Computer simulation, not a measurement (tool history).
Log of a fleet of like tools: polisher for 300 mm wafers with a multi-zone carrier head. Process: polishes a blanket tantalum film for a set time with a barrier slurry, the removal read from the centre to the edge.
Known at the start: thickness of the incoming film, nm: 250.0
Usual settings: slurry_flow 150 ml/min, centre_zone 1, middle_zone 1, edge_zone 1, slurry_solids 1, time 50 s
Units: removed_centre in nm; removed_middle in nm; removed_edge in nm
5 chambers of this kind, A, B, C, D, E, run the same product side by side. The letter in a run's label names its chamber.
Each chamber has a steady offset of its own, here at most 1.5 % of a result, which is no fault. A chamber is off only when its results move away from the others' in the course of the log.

run   hour  slurry_flow  centre_zone  middle_zone  edge_zone  slurry_solids  time  removed_centre  removed_middle  removed_edge
 1D    8.3          150            1            1          1              1    50          63.608          63.807        63.856
 2E   18.1          150            1            1          1              1    50          63.649          62.237        62.949
      24.7  -- chamber D: slurry nozzle cleaned
 3B   30.1          150            1            1          1              1    50          64.146          62.866        63.293
 4C   42.1          150            1            1          1              1    50           63.59          62.975        63.437
        49  -- chamber E: worn pad replaced by a new one
 5A   55.3          150            1            1          1              1    50          63.344          62.509        63.583
 6E   64.4          150          0.9            1          1              1    50          55.528          62.151        63.534
      66.4  -- chamber B: worn pad replaced by a new one
      72.1  -- chamber C: centre zone pressure recalibrated
 7A   72.7          150          0.9            1          1              1    50          55.843          62.006        63.059
      78.7  -- chamber C: worn pad replaced by a new one
 8D   84.4          150          0.9            1          1              1    50          56.019          63.073        64.473
      93.7  -- chamber E: slurry nozzle cleaned
 9B   94.5          150          0.9            1          1              1    50           55.65          63.782         63.61
10C  103.3          150          0.9            1          1              1    50          57.415          64.698        62.912
11E  112.6          150            1            1          1              1    50          62.367          61.302        63.015
12C  125.4          150            1            1          1              1    50          64.002          64.469        61.805
     129.3  -- chamber E: edge zone pressure recalibrated
     132.8  -- chamber A: worn pad replaced by a new one
13A  136.4          150            1            1          1              1    50          62.668          63.519        62.039
14D  147.4          150            1            1          1              1    50          62.922          63.054        63.177
     148.4  -- chamber D: centre zone pressure recalibrated
15B    158          150            1            1          1              1    50          62.885           62.57        62.992
16A  170.8          150            1         0.89          1              1    34          42.715          37.915        43.321
     173.8  -- chamber D: worn pad replaced by a new one
17B  177.5          150            1         0.89          1              1    34          42.436          37.689        42.599
     189.4  -- chamber E: worn pad replaced by a new one
18C  190.9          150            1         0.89          1              1    34          42.779          39.056        42.075
     196.6  -- chamber B: slurry nozzle cleaned
19E  197.6          150            1         0.89          1              1    34            43.3          38.623        42.711
20D  208.3          150            1         0.89          1              1    34          43.198          38.795        42.298
21A  218.4          150            1            1          1              1    50          61.418          63.099        62.415
     224.7  -- chamber B: centre zone pressure recalibrated
22D  224.8          150            1            1          1              1    50          63.147          63.451        64.045
23E  233.5          150            1            1          1              1    50          62.488          61.609        62.317
24B  244.1          150            1            1          1              1    50          63.055          62.665        63.693
25C  255.4          150            1            1          1              1    50            62.9          62.986        63.466
26B  262.6          150            1            1          1              1    50          61.646          61.488        62.693
     264.4  -- chamber B: worn pad replaced by a new one
       271  -- chamber D: slurry nozzle cleaned
27E  274.5          150            1            1          1              1    50          62.791          61.711        64.255
28C  281.2          150            1            1          1              1    50          64.167          63.463        63.993
29A  294.8          150            1            1          1              1    50          62.298           63.36        61.788
     302.7  -- chamber C: worn pad replaced by a new one
30D  306.4          150            1            1          1              1    50          62.565          62.707        64.162
31C  315.2          150            1            1          1              1    50          62.828           63.87        61.984
32A  325.3          150            1            1          1              1    50          62.337          62.358        62.492
       326  -- chamber E: worn pad replaced by a new one
33D  334.3          150            1            1          1              1    50          63.692          63.011        64.713
     335.7  -- chamber A: worn pad replaced by a new one
34B    345          150            1            1          1              1    50          62.952          62.488        62.643
       354  -- chamber A: slurry nozzle cleaned
35E  354.5          150            1            1          1              1    50          62.404          64.686        63.732
36E    366          150            1            1          1              1    50          62.376          62.578        63.213
     370.8  -- chamber A: centre zone pressure recalibrated
37A  374.2          150            1            1          1              1    50          63.085          64.645        63.288
     380.1  -- chamber C: slurry nozzle cleaned
38C  387.1          150            1            1          1              1    50          63.478          62.926        63.976
39B  397.2          150            1            1          1              1    50          62.171          61.757        63.205

What goes on in this fleet: one chamber off, a drifting gauge, or nothing beyond the chambers' own small offsets? Name the chamber and the cause, if any.

No chamber stands off beyond its own small offset, and the gauge holds steady.
